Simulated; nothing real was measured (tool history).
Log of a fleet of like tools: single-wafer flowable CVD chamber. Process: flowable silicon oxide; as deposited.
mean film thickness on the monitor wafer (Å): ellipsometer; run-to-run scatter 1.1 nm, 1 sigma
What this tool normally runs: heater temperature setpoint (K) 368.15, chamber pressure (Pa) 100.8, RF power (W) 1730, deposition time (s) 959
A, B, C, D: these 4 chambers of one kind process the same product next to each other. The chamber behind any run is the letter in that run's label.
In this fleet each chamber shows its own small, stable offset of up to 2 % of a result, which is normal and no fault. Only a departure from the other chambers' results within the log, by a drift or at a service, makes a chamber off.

| run | day | heater temperature setpoint (K) | chamber pressure (Pa) | RF power (W) | deposition time (s) | read-back reference wafer on the same gauge, thickness_nm | mean film thickness on the monitor wafer (Å) |
|---|---|---|---|---|---|---|---|
| 1C | 0.533 | 368.15 | 100.8 | 1730 | 959 | 732.94 | 6084.1 |
| 2A | 0.883 | 368.15 | 100.8 | 1730 | 959 | 733.60 | 6139.0 |
| 3B | 1.162 | 368.15 | 100.8 | 1730 | 959 | 733.64 | 6204.6 |
| 4D | 1.458 | 368.15 | 100.8 | 1730 | 959 | 733.76 | 6056.8 |
|  | 1.875 | chamber C: RF generator calibrated |
| 5C | 2.042 | 368.15 | 100.8 | 1730 | 959 | 733.75 | 6096.4 |
| 6B | 2.492 | 368.15 | 100.8 | 1730 | 959 | 734.21 | 6215.4 |
| 7D | 2.929 | 368.15 | 100.8 | 1730 | 959 | 734.80 | 6056.6 |
| 8A | 3.417 | 368.15 | 100.8 | 1730 | 959 | 734.66 | 6134.7 |
| 9D | 3.746 | 368.15 | 100.8 | 1730 | 959 | 735.03 | 6050.2 |
| 10C | 4.142 | 368.15 | 100.8 | 1730 | 959 | 734.72 | 6116.6 |
| 11B | 4.558 | 368.15 | 100.8 | 1585 | 1055 | 735.28 | 6686.5 |
| 12A | 4.983 | 368.15 | 100.8 | 1585 | 1055 | 735.42 | 6608.6 |
| 13C | 5.408 | 368.15 | 100.8 | 1585 | 1055 | 735.93 | 6574.2 |
| 14D | 5.792 | 368.15 | 100.8 | 1585 | 1055 | 736.15 | 6509.8 |
|  | 5.908 | chamber A: thermocouple changed; heater temperature recalibrated |
| 15A | 6.100 | 368.15 | 100.8 | 1730 | 959 | 736.15 | 6164.0 |
| 16B | 6.554 | 368.15 | 100.8 | 1730 | 959 | 736.24 | 6220.7 |
| 17B | 7.075 | 361.15 | 116.8 | 1730 | 959 | 736.78 | 9484.9 |
| 18C | 7.433 | 361.15 | 116.8 | 1730 | 959 | 736.70 | 9351.9 |
| 19D | 7.971 | 361.15 | 116.8 | 1730 | 959 | 736.79 | 9198.6 |
| 20A | 8.417 | 361.15 | 116.8 | 1730 | 959 | 737.04 | 9401.1 |
|  | 8.671 | chamber B: capacitance manometer re-zeroed and calibrated |
| 21A | 8.700 | 377.15 | 100.8 | 1730 | 841 | 737.15 | 4020.2 |
|  | 8.942 | chamber C: capacitance manometer re-zeroed and calibrated |
| 22B | 8.971 | 377.15 | 100.8 | 1730 | 841 | 737.52 | 4042.6 |
| 23D | 9.262 | 377.15 | 100.8 | 1730 | 841 | 737.57 | 3949.1 |
| 24C | 9.633 | 377.15 | 100.8 | 1730 | 841 | 737.74 | 3974.1 |
| 25B | 10.083 | 368.15 | 100.8 | 1730 | 959 | 737.98 | 6253.9 |

Each of the 4 chambers runs these same settings next. Fill in every chamber's results:
| 26A | 10.504 | 368.15 | 100.8 | 1730 | 959 |  | ? |
| 26B | 10.504 | 368.15 | 100.8 | 1730 | 959 |  | ? |
| 26C | 10.504 | 368.15 | 100.8 | 1730 | 959 |  | ? |
| 26D | 10.504 | 368.15 | 100.8 | 1730 | 959 |  | ? |

| run | mean film thickness on the monitor wafer (Å) |
|---|---|
| 26A | 6168.5 |
| 26B | 6263.8 |
| 26C | 6142.8 |
| 26D | 6066.1 |
